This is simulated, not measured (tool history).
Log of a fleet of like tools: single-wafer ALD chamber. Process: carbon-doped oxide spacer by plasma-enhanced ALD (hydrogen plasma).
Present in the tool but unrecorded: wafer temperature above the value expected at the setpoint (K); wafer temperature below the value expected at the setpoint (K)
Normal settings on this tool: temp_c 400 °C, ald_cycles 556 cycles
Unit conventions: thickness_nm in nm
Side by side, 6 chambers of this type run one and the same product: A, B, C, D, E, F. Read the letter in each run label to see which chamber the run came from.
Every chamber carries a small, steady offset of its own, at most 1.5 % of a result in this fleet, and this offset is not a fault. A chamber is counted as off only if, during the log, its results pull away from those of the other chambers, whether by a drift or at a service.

run   hour  temp_c  ald_cycles  hours since the last thermocouple change  read-back reference wafer on the same gauge, thickness_nm  thickness_nm
 1D    5.4     400         556                                    2321.4                                                     30.893        27.955
 2F    9.4     400         556                                    1404.6                                                     30.891        27.868
 3C   13.7     400         556                                    1777.6                                                     30.889        27.823
 4B   18.4     400         556                                       465                                                     30.875        27.451
 5A     23     400         636                                     806.2                                                     30.881        31.802
 6E   27.7     400         636                                     387.7                                                     30.873         31.57
 7D   30.5     400         636                                    2346.5                                                     30.868        31.927
 8B   34.8     400         636                                     481.4                                                     30.856        31.453
 9E   40.7     400         636                                     400.7                                                     30.853        31.555
10A   44.2     400         636                                     827.4                                                      30.85        31.722
11F   49.7     412         512                                    1444.9                                                     30.835        24.682
12C   55.2     412         512                                    1819.1                                                     30.819        24.655
13D   60.9     412         512                                    2376.9                                                     30.831        24.837
14E   63.9     412         512                                     423.9                                                     30.816        24.512
15B   66.6     412         512                                     513.2                                                     30.826        24.398
16A   72.3     412         512                                     855.5                                                     30.807        24.603
17C   77.4     400         556                                    1841.3                                                     30.825        27.744
18F   83.5     400         556                                    1478.7                                                     30.809        27.726
19B   89.2     400         509                                     535.8                                                     30.796        25.157
20A   92.8     400         509                                       876                                                     30.787        25.373
21E   97.8     400         509                                     457.8                                                     30.799        25.223
22F  103.6     400         509                                    1498.8                                                     30.787        25.428
23D  107.1     400         509                                    2423.1                                                     30.787        25.486
24C  112.2     400         509                                    1876.1                                                     30.779        25.351
25D  117.8     400         556                                    2433.8                                                     30.778        27.855
26A  121.2     400         556                                     904.4                                                     30.776        27.704
27E  126.6     400         556                                     486.6                                                     30.752        27.538
28F  129.9     400         556                                    1525.1                                                     30.755        27.668
29C  133.5     400         556                                    1897.4                                                     30.749        27.634
30B  136.4     400         556                                       583                                                     30.746        27.368
31B  141.9     392         462                                     588.5                                                     30.741        22.791
32C  147.9     392         462                                    1911.8                                                     30.742        23.036
33D    152     392         462                                      2468                                                     30.726        23.192
34F  156.1     392         462                                    1551.3                                                     30.715        22.884
35E  159.2     392         462                                     519.2                                                     30.711        22.863
36A  165.3     392         462                                     948.5                                                     30.716        22.947
37B  170.3     400         556                                     616.9                                                     30.711        27.348
38F  174.2     414         662                                    1569.4                                                     30.707        31.519
39D  177.2     414         662                                    2493.2                                                     30.701        31.692
40C  183.3     414         662                                    1947.2                                                     30.699        31.478

All 6 chambers run these settings next. Forecast each chamber's results:
41A  187.7     400         556                                                                                                                  ?
41B  187.7     400         556                                                                                                                  ?
41C  187.7     400         556                                                                                                                  ?
41D  187.7     400         556                                                                                                                  ?
41E  187.7     400         556                                                                                                                  ?
41F  187.7     400         556                                                                                                                  ?

run  thickness_nm
41A         27.67
41B        27.295
41C        27.739
41D        27.791
41E        27.434
41F        27.667
